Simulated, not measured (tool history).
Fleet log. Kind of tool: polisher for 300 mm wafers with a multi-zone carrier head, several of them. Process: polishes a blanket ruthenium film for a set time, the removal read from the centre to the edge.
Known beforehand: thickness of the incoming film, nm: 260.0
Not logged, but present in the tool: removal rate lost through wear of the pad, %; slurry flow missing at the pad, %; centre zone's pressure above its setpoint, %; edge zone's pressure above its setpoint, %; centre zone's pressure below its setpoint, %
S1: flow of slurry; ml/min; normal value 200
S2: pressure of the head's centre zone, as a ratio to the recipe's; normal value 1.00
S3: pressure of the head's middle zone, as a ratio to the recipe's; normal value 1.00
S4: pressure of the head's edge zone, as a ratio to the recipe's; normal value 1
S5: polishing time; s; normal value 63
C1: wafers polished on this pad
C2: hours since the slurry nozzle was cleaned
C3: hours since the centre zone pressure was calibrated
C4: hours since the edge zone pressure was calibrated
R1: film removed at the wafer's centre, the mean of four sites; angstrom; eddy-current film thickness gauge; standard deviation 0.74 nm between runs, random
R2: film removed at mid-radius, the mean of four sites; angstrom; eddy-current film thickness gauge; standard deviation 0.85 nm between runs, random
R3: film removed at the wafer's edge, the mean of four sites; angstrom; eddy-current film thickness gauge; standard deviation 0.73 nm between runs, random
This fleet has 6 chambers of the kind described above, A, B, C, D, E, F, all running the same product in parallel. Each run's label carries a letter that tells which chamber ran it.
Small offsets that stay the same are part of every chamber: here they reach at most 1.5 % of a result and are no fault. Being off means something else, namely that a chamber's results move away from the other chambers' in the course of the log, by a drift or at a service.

run   hour   S1    S2    S3  S4  S5    C1     C2     C3     C4      R1      R2      R3
       1.4  -- chamber A: centre zone pressure recalibrated
 1A    5.3  200  1.00  1.00   1  63   305  373.8    4.0   61.3  609.06  601.25  600.17
 2F   11.8  200  1.00  1.00   1  63   397  486.1  418.5  539.4  600.80  614.52  603.60
      15.6  -- chamber D: worn pad replaced by a new one
 3D   16.8  200  1.00  1.00   1  63     8  327.5  293.4  359.1  607.44  605.42  603.68
      16.9  -- chamber D: slurry nozzle cleaned
 4B   21.1  200  1.00  1.00   1  63   201  143.7  672.6  553.9  621.46  589.93  611.05
      25.8  -- chamber D: edge zone pressure recalibrated
 5C   27.3  200  1.00  1.00   1  63   324  228.3  216.7  702.2  610.63  599.06  608.45
 6E   31.8  200  1.00  1.00   1  73   288   73.5  250.6  602.3  697.89  713.09  710.25
 7E   38.4  200  1.00  1.00   1  73   333   80.1  257.2  608.9  693.40  703.37  725.01
      39.2  -- chamber F: worn pad replaced by a new one
 8B   41.5  200  1.00  1.00   1  73   341  164.1  693.0  574.3  703.96  710.16  692.75
 9D   44.6  200  1.00  1.00   1  73   198   27.8  321.2   18.8  701.96  680.18  707.59
10A   50.6  200  1.00  1.00   1  73   614  419.1   49.3  106.6  697.58  706.07  692.82
      52.5  -- chamber A: worn pad replaced by a new one
11F   55.0  200  1.00  1.00   1  73   108  529.3  461.7  582.6  694.67  705.64  695.64
12C   58.6  200  1.00  1.00   1  63   538  259.6  248.0  733.5  612.26  628.36  604.12
13C   62.1  200  1.00  1.00   1  63   562  263.1  251.5  737.0  619.03  612.34  606.44
14D   66.2  200  1.00  1.00   1  63   346   49.4  342.8   40.4  615.37  610.99  614.66
15E   70.7  200  1.00  1.00   1  63   554  112.4  289.5  641.2  612.62  628.07  604.11
16A   76.0  200  1.00  0.94   1  42   160  444.5   74.7  132.0  399.30  387.01  400.74
      77.3  -- chamber B: edge zone pressure recalibrated
17B   82.2  200  1.00  0.94   1  42   619  204.8  733.7    5.0  405.42  379.83  399.20
18F   87.0  200  1.00  0.94   1  42   326  561.3  493.7  614.6  402.85  385.50  396.48
19B   93.6  200  1.00  0.94   1  42   697  216.2  745.1   16.4  402.72  376.48  405.46
      94.6  -- chamber B: centre zone pressure recalibrated
      96.2  -- chamber A: slurry nozzle cleaned
20D   98.0  200  1.00  0.94   1  42   563   81.2  374.6   72.2  403.92  387.16  401.25
     100.3  -- chamber F: slurry nozzle cleaned
21A  101.5  200  1.00  0.94   1  42   335    5.3  100.2  157.5  407.82  392.91  404.19
22E  105.0  200  1.00  1.00   1  63   788  146.7  323.8  675.5  611.50  595.61  618.68
     107.5  -- chamber B: worn pad replaced by a new one
23F  108.1  200  1.00  1.00   1  63   471    7.9  514.8  635.7  613.08  602.41  611.49
24C  111.9  200  1.00  1.00   1  63   903  312.9  301.3  786.8  600.70  614.20  610.77
     115.1  -- chamber F: edge zone pressure recalibrated
25D  115.7  200  1.00  1.00   1  63   684   98.9  392.3   89.9  613.52  588.90  598.68
26A  120.0  200  1.00  1.00   1  63   461   23.8  118.7  176.0  615.04  604.86  614.47
     121.5  -- chamber C: worn pad replaced by a new one
27F  124.4  200  1.00  1.00   1  63   582   24.2  531.1    9.3  613.30  594.02  605.79
     129.2  -- chamber D: worn pad replaced by a new one
28B  130.2  245  0.96  1.00   1  63   155  252.8   35.7   53.0  549.41  630.62  615.56
     131.7  -- chamber A: worn pad replaced by a new one
29C  134.9  245  0.96  1.00   1  63    92  335.9  324.3  809.8  608.69  616.35  631.35
30E  140.7  245  0.96  1.00   1  63  1033  182.4  359.5  711.2  599.91  631.72  624.16
     143.1  -- chamber F: worn pad replaced by a new one
31D  145.7  245  0.96  1.00   1  63   113  128.9  422.3  119.9  602.19  626.41  615.53
     150.7  -- chamber C: slurry nozzle cleaned
32E  151.3  245  0.96  1.00   1  63  1105  193.0  370.1  721.8  600.60  625.62  618.38
33C  154.7  245  0.96  1.00   1  63   227    4.0  344.1  829.6  597.07  625.24  616.29
34A  157.6  200  1.00  1.00   1  63   177   61.4  156.3  213.6  622.29  604.14  604.03
35B  161.3  200  1.00  1.00   1  63   368  283.9   66.8   84.1  569.40  595.57  601.01
36F  164.8  200  1.00  1.00   1  63   148   64.6  571.5   49.7  606.20  599.87  604.25
37E  169.2  200  1.00  1.00   1  63  1227  210.9  388.0  739.7  608.15  608.88  612.08
38C  174.5  200  0.95  1.00   1  55   362   23.8  363.9  849.4  512.00  538.19  526.82
39B  180.3  200  0.95  1.00   1  55   498  302.9   85.8  103.1  468.13  539.62  521.30
40F  185.0  200  0.95  1.00   1  55   286   84.8  591.7   69.9  505.44  517.23  524.74

All chambers now run identical settings, listed one chamber a line with results as question marks. What results will each chamber show?
41A  189.7  200  1.11  1.00   1  63                   ?   ?   ?
41B  189.7  200  1.11  1.00   1  63                   ?   ?   ?
41C  189.7  200  1.11  1.00   1  63                   ?   ?   ?
41D  189.7  200  1.11  1.00   1  63                   ?   ?   ?
41E  189.7  200  1.11  1.00   1  63                   ?   ?   ?
41F  189.7  200  1.11  1.00   1  63                   ?   ?   ?

run      R1      R2      R3
41A  659.37  610.39  598.86
41B  631.02  608.53  610.81
41C  687.78  613.34  617.81
41D  685.02  601.27  603.49
41E  680.32  618.79  606.13
41F  683.04  611.42  604.18
